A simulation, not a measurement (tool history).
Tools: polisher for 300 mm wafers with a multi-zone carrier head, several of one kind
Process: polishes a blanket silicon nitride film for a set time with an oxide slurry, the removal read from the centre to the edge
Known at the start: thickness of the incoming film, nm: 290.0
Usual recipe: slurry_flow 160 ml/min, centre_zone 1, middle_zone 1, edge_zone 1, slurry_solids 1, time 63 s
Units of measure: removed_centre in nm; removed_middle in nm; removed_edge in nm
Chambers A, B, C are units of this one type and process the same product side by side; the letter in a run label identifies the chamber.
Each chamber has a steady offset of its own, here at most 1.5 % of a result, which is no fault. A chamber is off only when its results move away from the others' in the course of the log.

run 1B hour=5.3 | slurry_flow=160 centre_zone=1 middle_zone=1 edge_zone=1 slurry_solids=1 time=63 | removed_centre=52.223 removed_middle=50.57 removed_edge=51.962
run 2C hour=15.2 | slurry_flow=160 centre_zone=1 middle_zone=1 edge_zone=1 slurry_solids=1 time=63 | removed_centre=50.07 removed_middle=51.846 removed_edge=52.256
run 3A hour=23.4 | slurry_flow=160 centre_zone=1 middle_zone=1 edge_zone=1 slurry_solids=1 time=63 | removed_centre=51.086 removed_middle=52.566 removed_edge=52.111
-- hour=31.2 chamber C: centre zone pressure recalibrated
-- hour=32 chamber B: slurry nozzle cleaned
run 4A hour=33.6 | slurry_flow=160 centre_zone=1 middle_zone=1 edge_zone=1 slurry_solids=1 time=63 | removed_centre=52.893 removed_middle=52.584 removed_edge=53.361
-- hour=36.4 chamber B: worn pad replaced by a new one
run 5C hour=38.5 | slurry_flow=160 centre_zone=1 middle_zone=1 edge_zone=1 slurry_solids=1 time=63 | removed_centre=52.465 removed_middle=52.252 removed_edge=52.47
run 6B hour=48.5 | slurry_flow=160 centre_zone=1 middle_zone=1 edge_zone=1 slurry_solids=1 time=63 | removed_centre=52.35 removed_middle=51.337 removed_edge=51.93
run 7B hour=57 | slurry_flow=160 centre_zone=1 middle_zone=1 edge_zone=1 slurry_solids=1 time=63 | removed_centre=51.947 removed_middle=52.182 removed_edge=52.359
run 8A hour=64.6 | slurry_flow=160 centre_zone=1 middle_zone=1 edge_zone=1 slurry_solids=1 time=63 | removed_centre=51.999 removed_middle=52.077 removed_edge=51.18
run 9C hour=74 | slurry_flow=160 centre_zone=1 middle_zone=1 edge_zone=1 slurry_solids=1 time=63 | removed_centre=51.373 removed_middle=52.199 removed_edge=51.7
run 10B hour=83.8 | slurry_flow=160 centre_zone=1 middle_zone=1 edge_zone=1 slurry_solids=1 time=63 | removed_centre=52.704 removed_middle=52.171 removed_edge=53.214
-- hour=84 chamber C: worn pad replaced by a new one
run 11C hour=92.4 | slurry_flow=115 centre_zone=1 middle_zone=1 edge_zone=1 slurry_solids=1.1 time=63 | removed_centre=48.834 removed_middle=49.775 removed_edge=51.75
run 12A hour=102.9 | slurry_flow=115 centre_zone=1 middle_zone=1 edge_zone=1 slurry_solids=1.1 time=63 | removed_centre=49.814 removed_middle=50.797 removed_edge=52.845
run 13C hour=112.3 | slurry_flow=115 centre_zone=1 middle_zone=1 edge_zone=1 slurry_solids=1.1 time=63 | removed_centre=49.021 removed_middle=50.271 removed_edge=51.142
run 14A hour=120.2 | slurry_flow=160 centre_zone=1 middle_zone=1 edge_zone=1 slurry_solids=1 time=63 | removed_centre=52.34 removed_middle=52.815 removed_edge=51.991
-- hour=126 chamber B: worn pad replaced by a new one
run 15B hour=126.9 | slurry_flow=160 centre_zone=1 middle_zone=1 edge_zone=1 slurry_solids=1 time=63 | removed_centre=51.852 removed_middle=52.724 removed_edge=51.318
run 16C hour=135.2 | slurry_flow=160 centre_zone=1 middle_zone=1 edge_zone=1 slurry_solids=1.1 time=84 | removed_centre=72.169 removed_middle=70.736 removed_edge=72.246
run 17B hour=143.3 | slurry_flow=160 centre_zone=1 middle_zone=1 edge_zone=1 slurry_solids=1.1 time=84 | removed_centre=71.498 removed_middle=71.514 removed_edge=71.554
run 18A hour=150.1 | slurry_flow=160 centre_zone=1 middle_zone=1 edge_zone=1 slurry_solids=1.1 time=84 | removed_centre=73.67 removed_middle=72.76 removed_edge=72.189
-- hour=150.8 chamber A: slurry nozzle cleaned
-- hour=158.8 chamber A: worn pad replaced by a new one
run 19B hour=159.5 | slurry_flow=110 centre_zone=1.09 middle_zone=1 edge_zone=1 slurry_solids=1 time=63 | removed_centre=52.991 removed_middle=47.707 removed_edge=48.275
run 20A hour=168.2 | slurry_flow=110 centre_zone=1.09 middle_zone=1 edge_zone=1 slurry_solids=1 time=63 | removed_centre=52.122 removed_middle=48.236 removed_edge=49.118
run 21C hour=175.5 | slurry_flow=110 centre_zone=1.09 middle_zone=1 edge_zone=1 slurry_solids=1 time=63 | removed_centre=46.748 removed_middle=44.108 removed_edge=46.781
-- hour=177.7 chamber A: edge zone pressure recalibrated
run 22B hour=185.8 | slurry_flow=160 centre_zone=1 middle_zone=1 edge_zone=0.93 slurry_solids=1 time=63 | removed_centre=51.254 removed_middle=51.489 removed_edge=49.855
run 23C hour=193.7 | slurry_flow=160 centre_zone=1 middle_zone=1 edge_zone=0.93 slurry_solids=1 time=63 | removed_centre=47.599 removed_middle=48.699 removed_edge=47.366
-- hour=195.8 chamber B: centre zone pressure recalibrated
run 24A hour=200.3 | slurry_flow=160 centre_zone=1 middle_zone=1 edge_zone=0.93 slurry_solids=1 time=63 | removed_centre=53.071 removed_middle=52.182 removed_edge=50.198
run 25C hour=205.7 | slurry_flow=160 centre_zone=0.93 middle_zone=1.12 edge_zone=1 slurry_solids=1 time=63 | removed_centre=44.217 removed_middle=54.576 removed_edge=49.309
run 26A hour=210.7 | slurry_flow=160 centre_zone=0.93 middle_zone=1.12 edge_zone=1 slurry_solids=1 time=63 | removed_centre=47.945 removed_middle=58.933 removed_edge=51.638
-- hour=220.4 chamber C: worn pad replaced by a new one
run 27B hour=221.4 | slurry_flow=160 centre_zone=0.93 middle_zone=1.12 edge_zone=1 slurry_solids=1 time=63 | removed_centre=48.968 removed_middle=57.154 removed_edge=52.143
run 28B hour=231.9 | slurry_flow=160 centre_zone=1 middle_zone=1 edge_zone=1 slurry_solids=1 time=63 | removed_centre=52.958 removed_middle=51.969 removed_edge=51.151
run 29A hour=236.6 | slurry_flow=160 centre_zone=1 middle_zone=1 edge_zone=1 slurry_solids=1 time=63 | removed_centre=51.829 removed_middle=52.344 removed_edge=52.318
run 30C hour=246.7 | slurry_flow=185 centre_zone=1 middle_zone=1 edge_zone=1.1 slurry_solids=1 time=63 | removed_centre=47.693 removed_middle=48.91 removed_edge=53.256

One chamber off, gauge drift, or nothing amiss beyond the chambers' own small offsets? If it is a chamber, which one, and what is the likeliest cause?

It is chamber C that slowly wanders off from its peers.
Most likely cause: slurry flow missing at the pad, % = 41.4.

Here are 4 candidates for chamber C's next run, each the usual settings with a change, their results left as question marks. Which one brings its results back in line with what the others give on the usual settings?
Allowed miss from the other chambers' usual-settings mean, per result, to count as in line: removed_centre 2.7 nm; removed_middle 1.5 nm; removed_edge 2 nm
run 31C-1 hour=254.4 | slurry_flow=140 centre_zone=0.93 middle_zone=0.96 edge_zone=1.05 slurry_solids=0.95 time=57 | removed_centre=? removed_middle=? removed_edge=?
run 31C-2 hour=254.4 | slurry_flow=175 centre_zone=1.05 middle_zone=1.02 edge_zone=0.97 slurry_solids=1 time=68 | removed_centre=? removed_middle=? removed_edge=?
run 31C-3 hour=254.4 | slurry_flow=150 centre_zone=0.96 middle_zone=0.98 edge_zone=1.03 slurry_solids=1 time=59 | removed_centre=? removed_middle=? removed_edge=?
run 31C-4 hour=254.4 | slurry_flow=180 centre_zone=1.08 middle_zone=1.04 edge_zone=0.95 slurry_solids=1.05 time=70 | removed_centre=? removed_middle=? removed_edge=?

The other chambers' mean on the usual settings: removed_centre 52.177 nm; removed_middle 52.08 nm; removed_edge 51.832 nm
run=31C-1 removed_centre=35.111 removed_middle=38.237 removed_edge=42.723
run=31C-2 removed_centre=52.86 removed_middle=52.771 removed_edge=52.241
run=31C-3 removed_centre=39.534 removed_middle=42.228 removed_edge=45.46
run=31C-4 removed_centre=57.852 removed_middle=56.966 removed_edge=54.646
It is 31C-2 that realigns the chamber with its peers.
